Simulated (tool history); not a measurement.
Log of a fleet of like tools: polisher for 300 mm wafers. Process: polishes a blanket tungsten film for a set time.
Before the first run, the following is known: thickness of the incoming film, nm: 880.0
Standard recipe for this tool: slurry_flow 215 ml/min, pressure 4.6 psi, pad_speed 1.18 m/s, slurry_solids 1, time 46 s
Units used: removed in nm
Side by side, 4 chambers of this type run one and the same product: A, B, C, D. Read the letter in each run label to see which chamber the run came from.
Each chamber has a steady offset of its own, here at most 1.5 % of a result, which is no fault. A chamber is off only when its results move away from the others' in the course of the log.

run	hour	slurry_flow	pressure	pad_speed	slurry_solids	time	removed
# hour 3.5: chamber A: slurry tank refilled with fresh slurry and peroxide
1D	8.8	215	4.6	1.18	1	46	332.01
# hour 13.4: chamber C: slurry blender recalibrated
2B	14.3	215	4.6	1.18	1	46	334.33
3C	23.8	215	4.6	1.18	1	46	334.87
# hour 29.7: chamber A: slurry nozzle cleaned
4A	29.7	215	4.6	1.18	1	46	343.13
# hour 30.6: chamber C: worn pad replaced by a new one
5B	39.7	215	4.6	1.18	1	46	330.32
# hour 41.8: chamber A: worn pad replaced by a new one
# hour 43.7: chamber D: slurry tank refilled with fresh slurry and peroxide
6C	45.1	215	4.6	1.18	1	46	333.18
7D	49.9	215	4.6	1.18	1	46	330.28
# hour 54.4: chamber D: worn pad replaced by a new one
8A	58.3	215	4.6	1.18	1	46	331.57
9C	67.9	215	4.6	1.18	1	46	326.76
10A	74.7	215	4.6	1.18	1	46	335.58
11D	84.5	215	4.6	1.18	1	46	326.28
# hour 86.2: chamber A: slurry tank refilled with fresh slurry and peroxide
12B	89.3	215	4.6	1.18	1	46	332.12
13D	96.3	215	4.6	1.18	1	46	331.79
14A	104.7	215	4.6	1.18	1	46	335.1
# hour 104.9: chamber B: slurry tank refilled with fresh slurry and peroxide
15C	115.4	215	4.6	1.18	1	46	318.66
16B	124.2	215	3.9	1.18	1.3	46	301.98
# hour 127.2: chamber B: worn pad replaced by a new one
17B	132	215	3.9	1.18	1.3	46	300.95
18A	139.1	215	3.9	1.18	1.3	46	302.07
19C	144.5	215	3.9	1.18	1.3	46	278.49
# hour 148.6: chamber A: worn pad replaced by a new one
# hour 152.3: chamber D: slurry tank refilled with fresh slurry and peroxide
20D	153.1	215	4.6	1.18	1	46	336.15
21A	160.1	215	4.6	1.18	1	46	336.76
# hour 162.1: chamber A: slurry tank refilled with fresh slurry and peroxide
22B	165.8	215	4.6	1.18	1	46	336.66
# hour 167.8: chamber A: slurry blender recalibrated
23C	174.2	215	4.6	1.18	1	46	292.86
# hour 176.7: chamber B: head pressure recalibrated
24D	179.9	215	5.4	1.18	1	46	384.67
25A	184.7	215	5.4	1.18	1	46	397.68
# hour 187.1: chamber D: worn pad replaced by a new one
26B	191.9	215	5.4	1.18	1	46	392.77
27D	199.2	215	5.4	1.18	1	46	381.67

What goes on in this fleet: one chamber off, a drifting gauge, or nothing beyond the chambers' own small offsets? Name the chamber and the cause, if any.

One chamber, C, drifts off from the rest bit by bit.
Most likely cause: peroxide lost from the slurry, % = 33.

Below are 4 candidate recipes for chamber C's next run, each the usual settings with a change, their results shown as question marks. Which of them brings C's results back in line with what the other chambers give on the usual settings?
In line here means within this much of the mean the other chambers give on the usual settings: removed 13 nm
28C-1	207.1	215	4.6	1.18	1	43	?
28C-2	207.1	215	5	1.28	1	46	?
28C-3	207.1	215	4.2	1.08	1	46	?
28C-4	207.1	215	4.6	1.18	1	49	?

The mean the other chambers reach with the usual settings: removed 332.93 nm
run	removed
28C-1	262.73
28C-2	331.2
28C-3	235.02
28C-4	299.38
28C-2 puts the chamber back in line with the other chambers.
